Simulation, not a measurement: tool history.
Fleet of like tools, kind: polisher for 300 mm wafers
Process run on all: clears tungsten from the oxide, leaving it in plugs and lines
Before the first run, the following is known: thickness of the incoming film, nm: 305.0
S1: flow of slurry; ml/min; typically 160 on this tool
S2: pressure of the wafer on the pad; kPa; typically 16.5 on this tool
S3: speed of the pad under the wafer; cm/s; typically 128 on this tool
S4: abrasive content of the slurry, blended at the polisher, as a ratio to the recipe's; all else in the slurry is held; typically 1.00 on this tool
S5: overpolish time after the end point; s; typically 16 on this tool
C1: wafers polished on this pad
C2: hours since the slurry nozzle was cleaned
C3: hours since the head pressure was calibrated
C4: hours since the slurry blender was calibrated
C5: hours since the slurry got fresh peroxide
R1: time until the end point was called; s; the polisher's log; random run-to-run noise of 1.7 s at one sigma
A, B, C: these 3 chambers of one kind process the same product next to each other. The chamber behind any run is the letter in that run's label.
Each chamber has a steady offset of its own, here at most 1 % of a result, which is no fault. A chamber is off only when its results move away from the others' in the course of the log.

run,hour,S1,S2,S3,S4,S5,C1,C2,C3,C4,C5,R1
1A,7.0,160,16.5,128,1.00,16,445,82.4,99.6,80.7,25.1,95.662
2C,14.7,160,16.5,128,1.00,16,340,183.3,536.4,113.5,28.3,96.723
3B,22.9,160,16.5,128,1.00,16,1077,30.7,64.2,26.2,37.5,95.368
4C,31.1,160,16.5,128,1.00,16,437,199.7,552.8,129.9,44.7,97.045
# hour 37.0: chamber A: worn pad replaced by a new one
5B,37.5,160,16.5,128,1.00,16,1164,45.3,78.8,40.8,52.1,92.294
# hour 44.3: chamber C: slurry nozzle cleaned
6A,44.8,160,16.5,128,1.00,16,46,120.2,137.4,118.5,62.9,94.502
7B,51.2,195,16.5,128,0.75,16,1245,59.0,92.5,54.5,65.8,101.620
# hour 54.5: chamber C: slurry tank refilled with fresh slurry and peroxide
# hour 57.8: chamber B: worn pad replaced by a new one
8C,59.8,195,16.5,128,0.75,16,607,15.5,581.5,158.6,5.4,96.771
9A,64.3,195,16.5,128,0.75,16,162,139.7,156.9,138.0,82.4,103.120
10C,69.6,160,16.5,128,1.00,16,665,25.3,591.3,168.4,15.2,96.558
11B,74.1,160,16.5,128,1.00,16,96,81.9,115.4,77.4,88.7,90.829
12A,78.3,160,16.5,128,1.00,16,244,153.7,170.9,152.0,96.4,101.420
# hour 86.7: chamber B: slurry tank refilled with fresh slurry and peroxide
13A,87.1,160,16.5,128,1.00,16,297,162.5,179.7,160.8,105.2,100.400
14B,94.5,160,16.5,128,1.00,16,217,102.3,135.8,97.8,7.9,93.709
15C,100.5,160,16.5,128,1.00,16,848,56.2,622.2,199.3,46.1,94.348
16B,104.4,160,18.6,128,1.00,7,276,112.2,145.7,107.7,17.8,85.158
17C,109.3,160,18.6,128,1.00,7,901,65.0,631.0,208.1,54.9,83.343
# hour 116.0: chamber C: slurry tank refilled with fresh slurry and peroxide
18A,117.2,160,18.6,128,1.00,7,475,192.6,209.8,190.9,135.3,94.117
19C,122.2,160,16.5,128,1.00,16,977,77.9,643.9,221.0,6.2,93.138
20A,128.2,160,16.5,128,1.00,16,540,203.6,220.8,201.9,146.3,107.380
21B,137.2,160,16.5,128,1.00,16,470,145.0,178.5,140.5,50.6,92.622
22B,143.1,160,16.5,128,1.00,16,505,150.9,184.4,146.4,56.5,93.257

One chamber off, gauge drift, or nothing amiss beyond the chambers' own small offsets? If it is a chamber, which one, and what is the likeliest cause?

One chamber, A, drifts off from the rest bit by bit.
Most likely cause: peroxide lost from the slurry, % = 31.9.
It could be hard to tell apart here from: removal rate lost through wear of the pad, %; head's pressure below its setpoint, %.

Below are 4 candidate recipes for chamber A's next run, each the usual settings with a change, their results shown as question marks. Which of them brings A's results back in line with what the other chambers give on the usual settings?
In line here means within this much of the mean the other chambers give on the usual settings: R1 6.100 s
23A-1,149.6,160,14.5,128,0.95,16,,,,,,?
23A-2,149.6,160,15.9,128,1.00,16,,,,,,?
23A-3,149.6,160,17.9,138,1.00,16,,,,,,?
23A-4,149.6,160,17.2,132,1.00,16,,,,,,?

Average result of the remaining chambers running the usual settings: R1 94.778 s
run,R1
23A-1,129.760
23A-2,116.850
23A-3,95.811
23A-4,104.160
23A-3 puts the chamber back in line with the other chambers.
